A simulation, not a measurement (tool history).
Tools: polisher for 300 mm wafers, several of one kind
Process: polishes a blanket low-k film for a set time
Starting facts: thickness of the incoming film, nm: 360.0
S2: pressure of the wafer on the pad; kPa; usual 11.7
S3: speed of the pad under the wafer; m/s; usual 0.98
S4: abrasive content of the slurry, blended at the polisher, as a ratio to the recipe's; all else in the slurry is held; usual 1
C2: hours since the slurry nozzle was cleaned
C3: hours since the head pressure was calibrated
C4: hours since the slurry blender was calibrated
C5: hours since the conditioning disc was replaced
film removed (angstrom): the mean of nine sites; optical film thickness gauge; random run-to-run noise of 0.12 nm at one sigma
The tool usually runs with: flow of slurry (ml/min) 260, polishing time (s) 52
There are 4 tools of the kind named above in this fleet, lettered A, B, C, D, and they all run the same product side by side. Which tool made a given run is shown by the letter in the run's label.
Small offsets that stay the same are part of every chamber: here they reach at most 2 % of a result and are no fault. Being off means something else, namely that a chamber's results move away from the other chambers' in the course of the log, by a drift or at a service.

{"hour": 2.5, "done": "chamber C: slurry blender recalibrated"}
{"run": "1B", "hour": 10.9, "flow of slurry (ml/min)": 260, "S2": 11.7, "S3": 0.98, "S4": 1, "polishing time (s)": 52, "wafers polished on this pad": 612, "C2": 724.2, "C3": 362.7, "C4": 21.2, "C5": 128.9, "film removed (angstrom)": 189.8}
{"run": "2D", "hour": 24.2, "flow of slurry (ml/min)": 260, "S2": 11.7, "S3": 0.98, "S4": 1, "polishing time (s)": 52, "wafers polished on this pad": 289, "C2": 170.3, "C3": 238.6, "C4": 191.1, "C5": 197.2, "film removed (angstrom)": 190.17}
{"run": "3A", "hour": 34.2, "flow of slurry (ml/min)": 260, "S2": 11.7, "S3": 0.98, "S4": 1, "polishing time (s)": 52, "wafers polished on this pad": 743, "C2": 414.5, "C3": 1064.6, "C4": 159.1, "C5": 178.2, "film removed (angstrom)": 190.68}
{"hour": 35.9, "done": "chamber C: worn pad replaced by a new one"}
{"hour": 37.4, "done": "chamber D: slurry blender recalibrated"}
{"hour": 38.5, "done": "chamber D: slurry nozzle cleaned"}
{"run": "4C", "hour": 47.5, "flow of slurry (ml/min)": 260, "S2": 11.7, "S3": 0.98, "S4": 1, "polishing time (s)": 52, "wafers polished on this pad": 77, "C2": 201.7, "C3": 669.7, "C4": 45, "C5": 133.8, "film removed (angstrom)": 193.75}
{"run": "5B", "hour": 60.5, "flow of slurry (ml/min)": 260, "S2": 11.7, "S3": 0.98, "S4": 1, "polishing time (s)": 52, "wafers polished on this pad": 940, "C2": 773.8, "C3": 412.3, "C4": 70.8, "C5": 178.5, "film removed (angstrom)": 189.97}
{"run": "6C", "hour": 66.9, "flow of slurry (ml/min)": 260, "S2": 11.7, "S3": 0.98, "S4": 1, "polishing time (s)": 52, "wafers polished on this pad": 205, "C2": 221.1, "C3": 689.1, "C4": 64.4, "C5": 153.2, "film removed (angstrom)": 190.5}
{"hour": 67.6, "done": "chamber B: slurry nozzle cleaned"}
{"hour": 68.9, "done": "chamber B: conditioning disc replaced and pad reconditioned"}
{"hour": 72.9, "done": "chamber A: slurry nozzle cleaned"}
{"run": "7A", "hour": 80.4, "flow of slurry (ml/min)": 260, "S2": 11.7, "S3": 0.98, "S4": 1, "polishing time (s)": 52, "wafers polished on this pad": 1048, "C2": 7.6, "C3": 1110.8, "C4": 205.3, "C5": 224.4, "film removed (angstrom)": 188.07}
{"hour": 81.0, "done": "chamber D: conditioning disc replaced and pad reconditioned"}
{"run": "8D", "hour": 86.7, "flow of slurry (ml/min)": 260, "S2": 11.7, "S3": 0.98, "S4": 1, "polishing time (s)": 52, "wafers polished on this pad": 702, "C2": 48.2, "C3": 301.1, "C4": 49.3, "C5": 5.8, "film removed (angstrom)": 191.66}
{"run": "9C", "hour": 94.4, "flow of slurry (ml/min)": 260, "S2": 11.7, "S3": 0.98, "S4": 1, "polishing time (s)": 52, "wafers polished on this pad": 387, "C2": 248.6, "C3": 716.6, "C4": 91.9, "C5": 180.7, "film removed (angstrom)": 192.23}
{"run": "10A", "hour": 103.9, "flow of slurry (ml/min)": 180, "S2": 11.7, "S3": 0.98, "S4": 1, "polishing time (s)": 61, "wafers polished on this pad": 1203, "C2": 31.1, "C3": 1134.3, "C4": 228.8, "C5": 247.9, "film removed (angstrom)": 211.47}
{"hour": 104.8, "done": "chamber A: worn pad replaced by a new one"}
{"hour": 108.9, "done": "chamber B: worn pad replaced by a new one"}
{"run": "11B", "hour": 113.6, "flow of slurry (ml/min)": 180, "S2": 11.7, "S3": 0.98, "S4": 1, "polishing time (s)": 61, "wafers polished on this pad": 31, "C2": 46, "C3": 465.4, "C4": 123.9, "C5": 44.8, "film removed (angstrom)": 210.5}
{"hour": 123.9, "done": "chamber C: worn pad replaced by a new one"}
{"run": "12D", "hour": 123.9, "flow of slurry (ml/min)": 180, "S2": 11.7, "S3": 0.98, "S4": 1, "polishing time (s)": 61, "wafers polished on this pad": 948, "C2": 85.4, "C3": 338.3, "C4": 86.5, "C5": 43, "film removed (angstrom)": 215.95}
{"run": "13C", "hour": 134.2, "flow of slurry (ml/min)": 180, "S2": 11.7, "S3": 0.98, "S4": 1, "polishing time (s)": 61, "wafers polished on this pad": 68, "C2": 288.4, "C3": 756.4, "C4": 131.7, "C5": 220.5, "film removed (angstrom)": 216.37}
{"run": "14B", "hour": 145.9, "flow of slurry (ml/min)": 260, "S2": 11.7, "S3": 0.98, "S4": 1, "polishing time (s)": 52, "wafers polished on this pad": 244, "C2": 78.3, "C3": 497.7, "C4": 156.2, "C5": 77.1, "film removed (angstrom)": 191.1}
{"run": "15A", "hour": 158.6, "flow of slurry (ml/min)": 260, "S2": 11.7, "S3": 0.98, "S4": 1, "polishing time (s)": 52, "wafers polished on this pad": 355, "C2": 85.8, "C3": 1189, "C4": 283.5, "C5": 302.6, "film removed (angstrom)": 192.25}
{"run": "16D", "hour": 171.8, "flow of slurry (ml/min)": 260, "S2": 8.3, "S3": 0.98, "S4": 1, "polishing time (s)": 52, "wafers polished on this pad": 1265, "C2": 133.3, "C3": 386.2, "C4": 134.4, "C5": 90.9, "film removed (angstrom)": 135.98}
{"hour": 173.4, "done": "chamber A: head pressure recalibrated"}
{"hour": 179.2, "done": "chamber B: slurry blender recalibrated"}
{"run": "17D", "hour": 181.3, "flow of slurry (ml/min)": 260, "S2": 8.3, "S3": 0.98, "S4": 1, "polishing time (s)": 52, "wafers polished on this pad": 1328, "C2": 142.8, "C3": 395.7, "C4": 143.9, "C5": 100.4, "film removed (angstrom)": 136.79}
{"hour": 183.9, "done": "chamber D: worn pad replaced by a new one"}
{"run": "18C", "hour": 188.4, "flow of slurry (ml/min)": 260, "S2": 8.3, "S3": 0.98, "S4": 1, "polishing time (s)": 52, "wafers polished on this pad": 426, "C2": 342.6, "C3": 810.6, "C4": 185.9, "C5": 274.7, "film removed (angstrom)": 134.44}
{"run": "19B", "hour": 196.2, "flow of slurry (ml/min)": 260, "S2": 8.3, "S3": 0.98, "S4": 1, "polishing time (s)": 52, "wafers polished on this pad": 577, "C2": 128.6, "C3": 548, "C4": 17, "C5": 127.4, "film removed (angstrom)": 132.93}
{"hour": 199.5, "done": "chamber A: slurry blender recalibrated"}
{"run": "20A", "hour": 204.2, "flow of slurry (ml/min)": 260, "S2": 11.7, "S3": 0.98, "S4": 1, "polishing time (s)": 52, "wafers polished on this pad": 657, "C2": 131.4, "C3": 30.8, "C4": 4.8, "C5": 348.2, "film removed (angstrom)": 201.88}
{"hour": 206.5, "done": "chamber C: worn pad replaced by a new one"}
{"hour": 206.8, "done": "chamber C: slurry blender recalibrated"}
{"run": "21C", "hour": 212.8, "flow of slurry (ml/min)": 260, "S2": 11.7, "S3": 0.98, "S4": 1, "polishing time (s)": 52, "wafers polished on this pad": 41, "C2": 367, "C3": 835, "C4": 6.1, "C5": 299.1, "film removed (angstrom)": 191.68}
{"run": "22A", "hour": 222.4, "flow of slurry (ml/min)": 260, "S2": 11.7, "S3": 0.98, "S4": 1, "polishing time (s)": 52, "wafers polished on this pad": 777, "C2": 149.6, "C3": 49, "C4": 23, "C5": 366.4, "film removed (angstrom)": 202.27}
{"hour": 225.7, "done": "chamber B: conditioning disc replaced and pad reconditioned"}
{"hour": 233.4, "done": "chamber D: slurry nozzle cleaned"}
{"run": "23B", "hour": 235.0, "flow of slurry (ml/min)": 260, "S2": 11.7, "S3": 0.98, "S4": 1, "polishing time (s)": 52, "wafers polished on this pad": 834, "C2": 167.4, "C3": 586.8, "C4": 55.8, "C5": 9.4, "film removed (angstrom)": 189.48}
{"run": "24D", "hour": 244.6, "flow of slurry (ml/min)": 260, "S2": 11.7, "S3": 0.98, "S4": 1, "polishing time (s)": 52, "wafers polished on this pad": 402, "C2": 11.3, "C3": 459, "C4": 207.2, "C5": 163.7, "film removed (angstrom)": 192.78}
{"run": "25D", "hour": 250.7, "flow of slurry (ml/min)": 260, "S2": 11.7, "S3": 0.98, "S4": 1, "polishing time (s)": 52, "wafers polished on this pad": 442, "C2": 17.4, "C3": 465.1, "C4": 213.3, "C5": 169.8, "film removed (angstrom)": 194.43}
{"run": "26A", "hour": 264.4, "flow of slurry (ml/min)": 230, "S2": 11.7, "S3": 0.98, "S4": 1, "polishing time (s)": 52, "wafers polished on this pad": 1055, "C2": 191.6, "C3": 91, "C4": 65, "C5": 408.4, "film removed (angstrom)": 198.78}
{"run": "27B", "hour": 276.1, "flow of slurry (ml/min)": 230, "S2": 11.7, "S3": 0.98, "S4": 1, "polishing time (s)": 52, "wafers polished on this pad": 1105, "C2": 208.5, "C3": 627.9, "C4": 96.9, "C5": 50.5, "film removed (angstrom)": 186.89}

Is one chamber out of step, is the gauge drifting, or do the chambers differ by no more than their own small offsets? For an off chamber, give its letter and the likeliest cause.

Chamber A has stood off from the others ever since a service on it.
Cause: head's pressure above its setpoint, % = 5.34.

Below are 4 candidate recipes for chamber A's next run, each the usual settings with a change, their results shown as question marks. Which of them brings A's results back in line with what the other chambers give on the usual settings?
Counts as in line when no further than this from what the other chambers average on the usual settings: film removed (angstrom) 4.2
{"run": "28A-1", "hour": 286.1, "flow of slurry (ml/min)": 270, "S2": 11.7, "S3": 0.98, "S4": 1.1, "polishing time (s)": 52, "film removed (angstrom)": "?"}
{"run": "28A-2", "hour": 286.1, "flow of slurry (ml/min)": 260, "S2": 11.7, "S3": 0.92, "S4": 1, "polishing time (s)": 52, "film removed (angstrom)": "?"}
{"run": "28A-3", "hour": 286.1, "flow of slurry (ml/min)": 260, "S2": 11.7, "S3": 0.86, "S4": 1, "polishing time (s)": 52, "film removed (angstrom)": "?"}
{"run": "28A-4", "hour": 286.1, "flow of slurry (ml/min)": 265, "S2": 13.1, "S3": 0.98, "S4": 1, "polishing time (s)": 52, "film removed (angstrom)": "?"}

The mean the other chambers reach with the usual settings: film removed (angstrom) 190.84
run=28A-1 film_removed_(angstrom)=210.01
run=28A-2 film_removed_(angstrom)=190.58
run=28A-3 film_removed_(angstrom)=180.5
run=28A-4 film_removed_(angstrom)=224.55
The right change is 28A-2: it brings the chamber back within the allowed miss of the others.
